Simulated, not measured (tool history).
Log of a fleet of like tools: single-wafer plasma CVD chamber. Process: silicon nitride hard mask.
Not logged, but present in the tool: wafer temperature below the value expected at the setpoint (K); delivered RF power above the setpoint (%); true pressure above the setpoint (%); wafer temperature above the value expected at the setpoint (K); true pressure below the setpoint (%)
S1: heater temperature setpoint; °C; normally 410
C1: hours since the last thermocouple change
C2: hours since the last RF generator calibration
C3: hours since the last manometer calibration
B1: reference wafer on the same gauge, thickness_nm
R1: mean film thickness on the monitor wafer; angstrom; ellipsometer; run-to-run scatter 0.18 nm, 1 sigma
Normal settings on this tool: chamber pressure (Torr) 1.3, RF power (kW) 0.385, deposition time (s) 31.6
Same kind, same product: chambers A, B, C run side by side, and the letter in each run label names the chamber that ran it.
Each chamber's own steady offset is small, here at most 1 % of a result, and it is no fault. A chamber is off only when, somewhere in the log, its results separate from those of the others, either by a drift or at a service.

run 1C day=0.321 | S1=410 chamber_pressure_(Torr)=1.3 RF_power_(kW)=0.385 deposition_time_(s)=31.6 | C1=1374.6 C2=966.1 C3=2305.5 | B1=47.869 | R1=400.63
run 2B day=0.646 | S1=410 chamber_pressure_(Torr)=1.3 RF_power_(kW)=0.385 deposition_time_(s)=31.6 | C1=287.7 C2=1036.1 C3=241.7 | B1=47.874 | R1=399.16
run 3A day=0.979 | S1=410 chamber_pressure_(Torr)=1.3 RF_power_(kW)=0.385 deposition_time_(s)=31.6 | C1=1038.0 C2=475.0 C3=1365.1 | B1=47.960 | R1=399.78
run 4A day=1.179 | S1=410 chamber_pressure_(Torr)=1.3 RF_power_(kW)=0.385 deposition_time_(s)=31.6 | C1=1042.8 C2=479.8 C3=1369.9 | B1=47.901 | R1=398.63
run 5C day=1.471 | S1=410 chamber_pressure_(Torr)=1.3 RF_power_(kW)=0.385 deposition_time_(s)=31.6 | C1=1402.2 C2=993.7 C3=2333.1 | B1=47.863 | R1=403.55
run 6B day=1.858 | S1=410 chamber_pressure_(Torr)=1.3 RF_power_(kW)=0.385 deposition_time_(s)=31.6 | C1=316.8 C2=1065.2 C3=270.8 | B1=47.856 | R1=404.28
run 7B day=2.067 | S1=410 chamber_pressure_(Torr)=1.3 RF_power_(kW)=0.385 deposition_time_(s)=31.6 | C1=321.8 C2=1070.2 C3=275.8 | B1=47.867 | R1=398.34
run 8C day=2.254 | S1=410 chamber_pressure_(Torr)=1.3 RF_power_(kW)=0.385 deposition_time_(s)=31.6 | C1=1421.0 C2=1012.5 C3=2351.9 | B1=47.916 | R1=399.06
run 9A day=2.617 | S1=410 chamber_pressure_(Torr)=1.3 RF_power_(kW)=0.385 deposition_time_(s)=31.6 | C1=1077.3 C2=514.3 C3=1404.4 | B1=47.858 | R1=396.27
run 10C day=2.896 | S1=410 chamber_pressure_(Torr)=1.3 RF_power_(kW)=0.385 deposition_time_(s)=31.6 | C1=1436.4 C2=1027.9 C3=2367.3 | B1=47.840 | R1=397.82
run 11A day=3.100 | S1=410 chamber_pressure_(Torr)=1.3 RF_power_(kW)=0.385 deposition_time_(s)=31.6 | C1=1088.9 C2=525.9 C3=1416.0 | B1=47.919 | R1=396.87
run 12B day=3.525 | S1=410 chamber_pressure_(Torr)=1.3 RF_power_(kW)=0.385 deposition_time_(s)=31.6 | C1=356.8 C2=1105.2 C3=310.8 | B1=47.949 | R1=401.42
run 13C day=3.929 | S1=395 chamber_pressure_(Torr)=1.3 RF_power_(kW)=0.385 deposition_time_(s)=31.6 | C1=1461.2 C2=1052.7 C3=2392.1 | B1=47.972 | R1=400.61
run 14B day=4.242 | S1=395 chamber_pressure_(Torr)=1.3 RF_power_(kW)=0.385 deposition_time_(s)=31.6 | C1=374.0 C2=1122.4 C3=328.0 | B1=47.928 | R1=404.19
run 15A day=4.496 | S1=395 chamber_pressure_(Torr)=1.3 RF_power_(kW)=0.385 deposition_time_(s)=31.6 | C1=1122.4 C2=559.4 C3=1449.5 | B1=47.891 | R1=399.27
run 16B day=4.850 | S1=410 chamber_pressure_(Torr)=1.3 RF_power_(kW)=0.385 deposition_time_(s)=31.6 | C1=388.6 C2=1137.0 C3=342.6 | B1=47.943 | R1=400.22
-- day=5.150 chamber C: capacitance manometer re-zeroed and calibrated
run 17C day=5.233 | S1=410 chamber_pressure_(Torr)=1.3 RF_power_(kW)=0.385 deposition_time_(s)=31.6 | C1=1492.5 C2=1084.0 C3=2.1 | B1=47.868 | R1=399.66
run 18A day=5.621 | S1=405 chamber_pressure_(Torr)=1.3 RF_power_(kW)=0.385 deposition_time_(s)=37.6 | C1=1149.4 C2=586.4 C3=1476.5 | B1=47.874 | R1=474.31
run 19B day=5.925 | S1=405 chamber_pressure_(Torr)=1.3 RF_power_(kW)=0.385 deposition_time_(s)=37.6 | C1=414.4 C2=1162.8 C3=368.4 | B1=47.871 | R1=474.86
run 20C day=6.229 | S1=405 chamber_pressure_(Torr)=1.3 RF_power_(kW)=0.385 deposition_time_(s)=37.6 | C1=1516.4 C2=1107.9 C3=26.0 | B1=47.923 | R1=471.12
run 21A day=6.617 | S1=410 chamber_pressure_(Torr)=1.3 RF_power_(kW)=0.385 deposition_time_(s)=31.6 | C1=1173.3 C2=610.3 C3=1500.4 | B1=47.883 | R1=397.65
run 22C day=7.012 | S1=410 chamber_pressure_(Torr)=1.3 RF_power_(kW)=0.385 deposition_time_(s)=31.6 | C1=1535.2 C2=1126.7 C3=44.8 | B1=47.870 | R1=401.07
run 23B day=7.267 | S1=410 chamber_pressure_(Torr)=1.3 RF_power_(kW)=0.385 deposition_time_(s)=31.6 | C1=446.6 C2=1195.0 C3=400.6 | B1=47.902 | R1=397.61
run 24A day=7.688 | S1=410 chamber_pressure_(Torr)=1.3 RF_power_(kW)=0.385 deposition_time_(s)=31.6 | C1=1199.0 C2=636.0 C3=1526.1 | B1=47.946 | R1=396.99
run 25C day=7.954 | S1=410 chamber_pressure_(Torr)=1.3 RF_power_(kW)=0.385 deposition_time_(s)=31.6 | C1=1557.8 C2=1149.3 C3=67.4 | B1=47.844 | R1=397.94
run 26B day=8.304 | S1=410 chamber_pressure_(Torr)=1.3 RF_power_(kW)=0.385 deposition_time_(s)=31.6 | C1=471.5 C2=1219.9 C3=425.5 | B1=47.874 | R1=399.85
run 27A day=8.592 | S1=410 chamber_pressure_(Torr)=1.3 RF_power_(kW)=0.385 deposition_time_(s)=31.6 | C1=1220.7 C2=657.7 C3=1547.8 | B1=47.971 | R1=396.19

All 3 chambers run these settings next. Forecast each chamber's results:
run 28A day=8.900 | S1=401 chamber_pressure_(Torr)=1.3 RF_power_(kW)=0.385 deposition_time_(s)=31.6 | R1=?
run 28B day=8.900 | S1=401 chamber_pressure_(Torr)=1.3 RF_power_(kW)=0.385 deposition_time_(s)=31.6 | R1=?
run 28C day=8.900 | S1=401 chamber_pressure_(Torr)=1.3 RF_power_(kW)=0.385 deposition_time_(s)=31.6 | R1=?

run=28A R1=401.10
run=28B R1=401.71
run=28C R1=398.46

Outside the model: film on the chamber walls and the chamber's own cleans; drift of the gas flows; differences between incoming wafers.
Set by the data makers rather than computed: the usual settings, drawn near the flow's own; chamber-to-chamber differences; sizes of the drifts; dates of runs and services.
